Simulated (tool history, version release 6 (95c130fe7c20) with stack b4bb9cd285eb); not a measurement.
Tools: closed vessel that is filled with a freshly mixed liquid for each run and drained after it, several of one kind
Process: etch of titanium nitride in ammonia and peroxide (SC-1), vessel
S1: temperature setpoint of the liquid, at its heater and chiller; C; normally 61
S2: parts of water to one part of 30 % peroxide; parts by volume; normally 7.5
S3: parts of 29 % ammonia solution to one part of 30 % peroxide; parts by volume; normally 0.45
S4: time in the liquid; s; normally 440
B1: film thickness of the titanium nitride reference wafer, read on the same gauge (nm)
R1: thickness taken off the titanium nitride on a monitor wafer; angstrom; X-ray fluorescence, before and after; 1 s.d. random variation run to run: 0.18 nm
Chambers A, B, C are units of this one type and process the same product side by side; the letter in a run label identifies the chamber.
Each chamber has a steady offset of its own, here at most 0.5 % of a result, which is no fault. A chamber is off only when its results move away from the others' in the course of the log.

{"hour": 4.7, "done": "chamber A: new drum of ammonia solution connected"}
{"run": "1B", "hour": 9.4, "S1": 61, "S2": 7.5, "S3": 0.45, "S4": 440, "B1": 150.01, "R1": 419.4}
{"run": "2C", "hour": 15.7, "S1": 61, "S2": 7.5, "S3": 0.45, "S4": 440, "B1": 150, "R1": 419.39}
{"run": "3A", "hour": 24.3, "S1": 61, "S2": 7.5, "S3": 0.45, "S4": 440, "B1": 150, "R1": 419.51}
{"run": "4B", "hour": 34.8, "S1": 61, "S2": 7.5, "S3": 0.45, "S4": 440, "B1": 150, "R1": 417.78}
{"run": "5C", "hour": 41.8, "S1": 61, "S2": 7.5, "S3": 0.45, "S4": 440, "B1": 150.02, "R1": 420.67}
{"run": "6A", "hour": 46.9, "S1": 61, "S2": 7.5, "S3": 0.45, "S4": 440, "B1": 149.97, "R1": 419.49}
{"run": "7A", "hour": 54.7, "S1": 61, "S2": 7.5, "S3": 0.45, "S4": 440, "B1": 150, "R1": 418.77}
{"run": "8C", "hour": 63.8, "S1": 61, "S2": 7.5, "S3": 0.45, "S4": 440, "B1": 150.01, "R1": 419.17}
{"run": "9B", "hour": 73.4, "S1": 61, "S2": 7.5, "S3": 0.45, "S4": 440, "B1": 150.01, "R1": 419.16}
{"run": "10A", "hour": 80.4, "S1": 61, "S2": 7.5, "S3": 0.45, "S4": 440, "B1": 149.98, "R1": 417.32}
{"run": "11B", "hour": 88.4, "S1": 61, "S2": 5, "S3": 0.45, "S4": 525, "B1": 150, "R1": 605.25}
{"run": "12C", "hour": 97.0, "S1": 61, "S2": 5, "S3": 0.45, "S4": 525, "B1": 150.03, "R1": 611.27}
{"run": "13B", "hour": 104.4, "S1": 61, "S2": 5, "S3": 0.45, "S4": 525, "B1": 149.98, "R1": 605.55}
{"run": "14C", "hour": 109.9, "S1": 61, "S2": 7.5, "S3": 0.45, "S4": 440, "B1": 150.02, "R1": 419.3}
{"hour": 114.5, "done": "chamber B: new drum of ammonia solution connected"}
{"run": "15A", "hour": 117.2, "S1": 61, "S2": 7.5, "S3": 0.45, "S4": 440, "B1": 150, "R1": 416.57}
{"run": "16C", "hour": 121.9, "S1": 61, "S2": 7.5, "S3": 0.45, "S4": 440, "B1": 150.01, "R1": 419.12}
{"run": "17B", "hour": 129.7, "S1": 61, "S2": 7.5, "S3": 0.45, "S4": 440, "B1": 150.02, "R1": 418.49}
{"run": "18A", "hour": 134.7, "S1": 70, "S2": 5.5, "S3": 0.45, "S4": 440, "B1": 150.01, "R1": 867.68}
{"run": "19B", "hour": 140.8, "S1": 70, "S2": 5.5, "S3": 0.45, "S4": 440, "B1": 149.99, "R1": 866.2}
{"run": "20A", "hour": 145.6, "S1": 70, "S2": 5.5, "S3": 0.45, "S4": 440, "B1": 150.01, "R1": 861.47}

One chamber off, gauge drift, or nothing amiss beyond the chambers' own small offsets? If it is a chamber, which one, and what is the likeliest cause?

Beyond each chamber's small constant offset nothing stands out, and the gauge stays steady.
